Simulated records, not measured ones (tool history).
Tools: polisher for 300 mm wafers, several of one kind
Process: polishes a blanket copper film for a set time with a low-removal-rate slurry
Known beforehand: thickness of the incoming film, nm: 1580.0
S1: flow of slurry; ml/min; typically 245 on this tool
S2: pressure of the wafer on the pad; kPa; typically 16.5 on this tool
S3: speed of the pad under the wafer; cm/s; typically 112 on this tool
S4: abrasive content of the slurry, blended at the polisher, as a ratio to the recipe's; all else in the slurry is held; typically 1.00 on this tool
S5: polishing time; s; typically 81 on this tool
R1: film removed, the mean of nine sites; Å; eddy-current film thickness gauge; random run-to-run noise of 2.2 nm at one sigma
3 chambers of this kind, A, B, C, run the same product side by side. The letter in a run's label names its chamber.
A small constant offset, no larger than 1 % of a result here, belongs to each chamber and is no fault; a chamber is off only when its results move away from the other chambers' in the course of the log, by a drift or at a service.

run,hour,S1,S2,S3,S4,S5,R1
1A,4.5,245,16.5,112,1.00,81,2309.9
2C,9.7,245,16.5,112,1.00,81,2258.7
# hour 13.5: chamber A: slurry blender recalibrated
3B,17.1,245,16.5,112,1.00,81,2287.5
4A,21.6,245,16.5,112,1.00,81,2272.3
5B,27.1,245,16.5,112,1.00,81,2289.3
# hour 27.9: chamber C: worn pad replaced by a new one
# hour 29.8: chamber C: slurry nozzle cleaned
6C,32.5,245,16.5,112,1.00,81,2239.9
7C,38.6,245,16.5,112,1.00,81,2318.7
# hour 38.8: chamber A: worn pad replaced by a new one
8B,43.8,245,16.5,112,1.00,81,2326.3
9A,50.8,245,16.5,112,1.00,81,2295.5
# hour 51.1: chamber B: worn pad replaced by a new one
10B,57.7,245,16.5,112,1.00,81,2306.1
11C,64.5,245,16.5,112,1.00,81,2282.2
12A,70.6,245,16.5,112,1.00,81,2303.5
13A,75.5,245,16.5,140,1.15,81,2987.9
14B,80.8,245,16.5,140,1.15,81,2950.8
15C,88.4,245,16.5,140,1.15,81,2874.3
# hour 91.3: chamber B: slurry blender recalibrated
16B,95.5,245,20.0,112,1.00,100,3390.6
# hour 100.1: chamber C: head pressure recalibrated
17A,100.2,245,20.0,112,1.00,100,3424.6
# hour 103.2: chamber A: worn pad replaced by a new one
18C,104.2,245,20.0,112,1.00,100,3343.1
19A,109.9,245,16.5,112,1.00,81,2341.9
20B,113.7,270,16.5,112,1.00,97,2793.3
21C,117.7,270,16.5,112,1.00,97,2707.3
22B,121.0,270,16.5,112,1.00,97,2766.7
23C,125.7,245,16.5,112,1.00,81,2184.0
# hour 128.4: chamber C: worn pad replaced by a new one
24A,129.4,245,16.5,112,0.90,81,2261.6
25C,136.4,245,16.5,112,0.90,81,2149.6
26A,140.7,245,16.5,112,0.90,81,2249.1
27B,144.1,245,16.5,112,1.00,81,2307.7
28B,148.8,245,16.5,112,1.00,81,2280.7
29C,153.7,245,16.5,112,1.00,81,2212.9
# hour 154.4: chamber B: worn pad replaced by a new one
30A,156.9,245,16.5,112,1.00,81,2358.7
31B,161.5,245,16.5,112,1.00,81,2291.2
32C,166.6,245,16.5,112,1.00,81,2201.5
# hour 169.7: chamber A: worn pad replaced by a new one
33A,171.6,245,16.5,112,1.00,81,2296.2
34A,176.9,245,16.5,112,1.00,81,2310.2
35B,182.4,245,16.5,112,1.00,81,2262.8
36C,189.7,245,16.5,112,1.00,81,2192.2
37C,196.9,245,16.5,112,1.00,81,2190.8
38B,202.3,245,16.5,112,1.00,81,2279.4
39A,206.4,245,16.5,112,1.00,81,2350.9
40C,210.3,245,16.5,112,1.00,81,2156.6
41B,214.7,245,11.0,130,1.00,81,1782.3
42A,221.8,245,11.0,130,1.00,81,1806.1

Which is it: a chamber that has drifted or been left off by a service, a gauge drift common to all chambers, or only each chamber's usual small offset? If a chamber is off, name it and its likeliest cause.

It is chamber C that slowly wanders off from its peers.
Likeliest cause: abrasive missing from the slurry, % = 31.4.

Below are 4 candidate recipes for chamber C's next run, each the usual settings with a change, their results shown as question marks. Which of them brings C's results back in line with what the other chambers give on the usual settings?
In line here means within this much of the mean the other chambers give on the usual settings: R1 77.0 Å
43C-1,227.2,245,16.5,98,1.00,81,?
43C-2,227.2,245,17.2,114,1.00,83,?
43C-3,227.2,245,16.5,104,1.00,81,?
43C-4,227.2,245,17.2,118,1.00,85,?

Mean of the other chambers on the usual settings: R1 2298.5 Å
run,R1
43C-1,1870.5
43C-2,2318.1
43C-3,1983.1
43C-4,2456.1
The right change is 43C-2: it brings the chamber back within the allowed miss of the others.
